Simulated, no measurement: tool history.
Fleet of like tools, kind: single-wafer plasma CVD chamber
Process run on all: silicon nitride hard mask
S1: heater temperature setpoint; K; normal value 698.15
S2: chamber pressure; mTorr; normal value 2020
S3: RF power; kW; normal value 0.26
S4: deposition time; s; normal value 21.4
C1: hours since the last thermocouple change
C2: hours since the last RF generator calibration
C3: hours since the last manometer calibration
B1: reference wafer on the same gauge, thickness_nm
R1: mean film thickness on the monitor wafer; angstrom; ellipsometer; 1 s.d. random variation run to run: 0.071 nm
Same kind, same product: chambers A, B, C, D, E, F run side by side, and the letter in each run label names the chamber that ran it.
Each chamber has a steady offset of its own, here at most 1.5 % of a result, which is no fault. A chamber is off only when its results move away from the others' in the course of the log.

run,hour,S1,S2,S3,S4,C1,C2,C3,B1,R1
1F,15.5,698.15,2020,0.26,21.4,606.1,339.3,735,24.223,236.67
2A,26.7,698.15,2020,0.26,21.4,421.1,499.9,2273,24.19,238.66
3D,38.3,698.15,2020,0.26,21.4,1078.1,1419.1,2237.6,24.203,235.83
4E,51.2,698.15,2020,0.26,21.4,1154.2,1032.6,199.8,24.201,235.62
# hour 63.6: chamber D: capacitance manometer re-zeroed and calibrated
5B,66.8,698.15,2020,0.26,21.4,695.2,703.8,277.2,24.204,238.93
6C,79.7,698.15,1590,0.21,21.4,1814.6,499.1,2168.4,24.204,189.3
7C,90.2,698.15,1590,0.21,21.4,1825.1,509.6,2178.9,24.198,188.74
8A,105.4,698.15,1590,0.21,21.4,499.8,578.6,2351.7,24.203,191.26
9D,117.7,698.15,1590,0.21,21.4,1157.5,1498.5,54.1,24.185,190.45
10B,131.8,698.15,1590,0.21,21.4,760.2,768.8,342.2,24.198,190.83
11F,143.9,698.15,1590,0.21,21.4,734.5,467.7,863.4,24.198,187.92
12E,151.5,698.15,2020,0.235,21.4,1254.5,1132.9,300.1,24.203,221.5
13B,161.3,698.15,2020,0.235,21.4,789.7,798.3,371.7,24.198,220.13
14C,176.8,698.15,2020,0.235,21.4,1911.7,596.2,2265.5,24.19,219.93
# hour 177.3: chamber A: capacitance manometer re-zeroed and calibrated
15D,189.1,698.15,2020,0.235,21.4,1228.9,1569.9,125.5,24.206,220.49
16F,200.7,698.15,2020,0.235,21.4,791.3,524.5,920.2,24.2,217.69
17E,211.7,698.15,2020,0.235,21.4,1314.7,1193.1,360.3,24.199,220.42
18A,219.6,698.15,2020,0.26,21.4,614,692.8,42.3,24.192,237.25
19B,235.5,698.15,2020,0.26,21.4,863.9,872.5,445.9,24.21,238.93
20C,251,698.15,2330,0.28,21.4,1985.9,670.4,2339.7,24.201,258.37
21E,263.9,698.15,2330,0.28,21.4,1366.9,1245.3,412.5,24.191,258.09
22A,274.1,698.15,2330,0.28,21.4,668.5,747.3,96.8,24.212,258.41
23D,282.9,698.15,2330,0.28,21.4,1322.7,1663.7,219.3,24.208,256.84
24F,297.8,698.15,2330,0.28,21.4,888.4,621.6,1017.3,24.199,256.85
# hour 300.2: chamber D: RF generator calibrated
25A,307.5,698.15,2330,0.28,21.4,701.9,780.7,130.2,24.204,256.86
26F,317.5,698.15,2020,0.26,21.4,908.1,641.3,1037,24.189,235.25
27E,327.2,698.15,2020,0.26,21.4,1430.2,1308.6,475.8,24.206,237.08
28D,342.8,698.15,2020,0.26,21.4,1382.6,42.6,279.2,24.194,237.22
29B,354.6,698.15,2020,0.26,21.4,983,991.6,565,24.22,237.2
# hour 367.6: chamber C: thermocouple changed; heater temperature recalibrated
# hour 368.7: chamber B: RF generator calibrated
30C,369.6,698.15,2020,0.26,21.4,2.1,789,2458.3,24.218,236.94
31B,382.1,698.15,2020,0.26,21.4,1010.5,13.4,592.5,24.22,238.21
# hour 393: chamber D: thermocouple changed; heater temperature recalibrated
32D,394.6,698.15,2020,0.26,21.4,1.6,94.4,331,24.196,235.83
# hour 402.7: chamber B: thermocouple changed; heater temperature recalibrated
33A,403.9,698.15,2020,0.26,21.4,798.3,877.1,226.6,24.21,232.27
34E,416.3,698.15,2020,0.26,21.4,1519.3,1397.7,564.9,24.19,236.77
35F,428.1,698.15,2020,0.26,21.4,1018.7,751.9,1147.6,24.198,235.3
# hour 433.9: chamber C: capacitance manometer re-zeroed and calibrated
36C,436.2,698.15,2020,0.26,21.4,68.7,855.6,2.3,24.194,237.12
37D,446.2,698.15,2020,0.26,21.4,53.2,146,382.6,24.195,236.64
38B,457.4,698.15,2260,0.26,21.4,54.7,88.7,667.8,24.188,246.03
39E,473.4,698.15,2260,0.26,21.4,1576.4,1454.8,622,24.185,245.11
40C,488.6,698.15,2260,0.26,21.4,121.1,908,54.7,24.192,243.72
41A,504.8,698.15,2260,0.26,21.4,899.2,978,327.5,24.2,234.62

One chamber off, gauge drift, or nothing amiss beyond the chambers' own small offsets? If it is a chamber, which one, and what is the likeliest cause?

Chamber A drifts away from the others.
Cause: delivered RF power below the setpoint (%) = 5.2.

Which of the 4 candidates below, each the usual settings with something changed and its results left as question marks, puts chamber A back in line with what the other chambers give on the usual settings?
Maximum distance from the other chambers' mean on the usual settings for a result to count as in line: R1 2.5 angstrom
42A-1,516.5,677.15,2020,0.26,21.4,,,,,?
42A-2,516.5,698.15,2010,0.26,21.2,,,,,?
42A-3,516.5,698.15,2020,0.26,20.7,,,,,?
42A-4,516.5,698.15,2020,0.26,22.1,,,,,?

Mean of the other chambers on the usual settings: R1 236.81 angstrom
run,R1
42A-1,231.46
42A-2,226.88
42A-3,221.83
42A-4,236.79
42A-4 is the one that brings the chamber's results back in line with the other chambers.
